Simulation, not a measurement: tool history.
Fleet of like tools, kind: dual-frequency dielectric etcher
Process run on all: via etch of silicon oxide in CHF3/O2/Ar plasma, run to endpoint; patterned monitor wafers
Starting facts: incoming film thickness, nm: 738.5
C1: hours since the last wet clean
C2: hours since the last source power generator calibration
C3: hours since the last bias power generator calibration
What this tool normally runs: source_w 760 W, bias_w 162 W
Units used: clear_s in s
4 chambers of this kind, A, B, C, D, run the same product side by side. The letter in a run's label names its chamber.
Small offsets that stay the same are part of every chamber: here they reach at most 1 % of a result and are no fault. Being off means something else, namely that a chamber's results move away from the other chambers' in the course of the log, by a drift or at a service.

{"run": "1A", "hour": 7.0, "source_w": 760, "bias_w": 162, "C1": 589.0, "C2": 1805.2, "C3": 2961.9, "clear_s": 354.53}
{"run": "2D", "hour": 12.6, "source_w": 760, "bias_w": 162, "C1": 393.6, "C2": 24.5, "C3": 731.8, "clear_s": 357.72}
{"run": "3B", "hour": 22.8, "source_w": 760, "bias_w": 162, "C1": 396.4, "C2": 3234.5, "C3": 1629.9, "clear_s": 354.42}
{"run": "4C", "hour": 32.7, "source_w": 760, "bias_w": 162, "C1": 358.7, "C2": 1510.2, "C3": 3486.9, "clear_s": 350.33}
{"run": "5B", "hour": 37.8, "source_w": 760, "bias_w": 162, "C1": 411.4, "C2": 3249.5, "C3": 1644.9, "clear_s": 352.57}
{"run": "6D", "hour": 47.9, "source_w": 760, "bias_w": 162, "C1": 428.9, "C2": 59.8, "C3": 767.1, "clear_s": 356.4}
{"hour": 52.2, "done": "chamber A: wet clean of the chamber"}
{"run": "7A", "hour": 53.6, "source_w": 760, "bias_w": 162, "C1": 1.4, "C2": 1851.8, "C3": 3008.5, "clear_s": 355.14}
{"hour": 55.1, "done": "chamber B: wet clean of the chamber"}
{"run": "8C", "hour": 62.7, "source_w": 760, "bias_w": 162, "C1": 388.7, "C2": 1540.2, "C3": 3516.9, "clear_s": 347.58}
{"run": "9A", "hour": 71.3, "source_w": 760, "bias_w": 162, "C1": 19.1, "C2": 1869.5, "C3": 3026.2, "clear_s": 353.58}
{"run": "10B", "hour": 79.5, "source_w": 760, "bias_w": 162, "C1": 24.5, "C2": 3291.2, "C3": 1686.6, "clear_s": 353.48}
{"run": "11D", "hour": 90.2, "source_w": 760, "bias_w": 162, "C1": 471.2, "C2": 102.1, "C3": 809.4, "clear_s": 353.15}
{"run": "12C", "hour": 95.9, "source_w": 760, "bias_w": 162, "C1": 421.9, "C2": 1573.4, "C3": 3550.1, "clear_s": 351.63}
{"run": "13B", "hour": 102.8, "source_w": 760, "bias_w": 162, "C1": 47.8, "C2": 3314.5, "C3": 1709.9, "clear_s": 354.47}
{"run": "14D", "hour": 111.6, "source_w": 760, "bias_w": 162, "C1": 492.6, "C2": 123.5, "C3": 830.8, "clear_s": 358.16}
{"run": "15C", "hour": 117.6, "source_w": 760, "bias_w": 162, "C1": 443.6, "C2": 1595.1, "C3": 3571.8, "clear_s": 352.99}
{"run": "16A", "hour": 126.5, "source_w": 760, "bias_w": 162, "C1": 74.3, "C2": 1924.7, "C3": 3081.4, "clear_s": 355.95}
{"run": "17A", "hour": 132.0, "source_w": 760, "bias_w": 162, "C1": 79.8, "C2": 1930.2, "C3": 3086.9, "clear_s": 355.89}
{"run": "18C", "hour": 139.6, "source_w": 760, "bias_w": 162, "C1": 465.6, "C2": 1617.1, "C3": 3593.8, "clear_s": 355.63}
{"run": "19D", "hour": 144.8, "source_w": 760, "bias_w": 162, "C1": 525.8, "C2": 156.7, "C3": 864.0, "clear_s": 353.03}
{"run": "20B", "hour": 154.2, "source_w": 760, "bias_w": 162, "C1": 99.2, "C2": 3365.9, "C3": 1761.3, "clear_s": 354.47}
{"hour": 162.3, "done": "chamber C: wet clean of the chamber"}
{"run": "21A", "hour": 164.5, "source_w": 760, "bias_w": 162, "C1": 112.3, "C2": 1962.7, "C3": 3119.4, "clear_s": 357.22}
{"run": "22B", "hour": 172.3, "source_w": 760, "bias_w": 162, "C1": 117.3, "C2": 3384.0, "C3": 1779.4, "clear_s": 358.73}
{"run": "23C", "hour": 180.3, "source_w": 760, "bias_w": 162, "C1": 18.0, "C2": 1657.8, "C3": 3634.5, "clear_s": 352.38}
{"run": "24D", "hour": 188.5, "source_w": 680, "bias_w": 144, "C1": 569.5, "C2": 200.4, "C3": 907.7, "clear_s": 383.73}
{"hour": 189.9, "done": "chamber D: wet clean of the chamber"}
{"run": "25A", "hour": 198.8, "source_w": 680, "bias_w": 144, "C1": 146.6, "C2": 1997.0, "C3": 3153.7, "clear_s": 386.21}
{"run": "26D", "hour": 206.7, "source_w": 680, "bias_w": 144, "C1": 16.9, "C2": 218.6, "C3": 925.9, "clear_s": 382.73}
{"run": "27B", "hour": 214.7, "source_w": 680, "bias_w": 144, "C1": 159.7, "C2": 3426.4, "C3": 1821.8, "clear_s": 384.15}
{"run": "28C", "hour": 220.6, "source_w": 760, "bias_w": 162, "C1": 58.3, "C2": 1698.1, "C3": 3674.8, "clear_s": 351.27}
{"run": "29C", "hour": 227.8, "source_w": 760, "bias_w": 162, "C1": 65.5, "C2": 1705.3, "C3": 3682.0, "clear_s": 352.21}
{"run": "30A", "hour": 238.4, "source_w": 760, "bias_w": 162, "C1": 186.2, "C2": 2036.6, "C3": 3193.3, "clear_s": 355.77}
{"run": "31D", "hour": 248.8, "source_w": 760, "bias_w": 162, "C1": 59.0, "C2": 260.7, "C3": 968.0, "clear_s": 351.48}

Each of the 4 chambers runs these same settings next. Fill in every chamber's results:
{"run": "32A", "hour": 256.9, "source_w": 760, "bias_w": 162, "clear_s": "?"}
{"run": "32B", "hour": 256.9, "source_w": 760, "bias_w": 162, "clear_s": "?"}
{"run": "32C", "hour": 256.9, "source_w": 760, "bias_w": 162, "clear_s": "?"}
{"run": "32D", "hour": 256.9, "source_w": 760, "bias_w": 162, "clear_s": "?"}

run=32A clear_s=354.87
run=32B clear_s=357.14
run=32C clear_s=352.58
run=32D clear_s=352.67

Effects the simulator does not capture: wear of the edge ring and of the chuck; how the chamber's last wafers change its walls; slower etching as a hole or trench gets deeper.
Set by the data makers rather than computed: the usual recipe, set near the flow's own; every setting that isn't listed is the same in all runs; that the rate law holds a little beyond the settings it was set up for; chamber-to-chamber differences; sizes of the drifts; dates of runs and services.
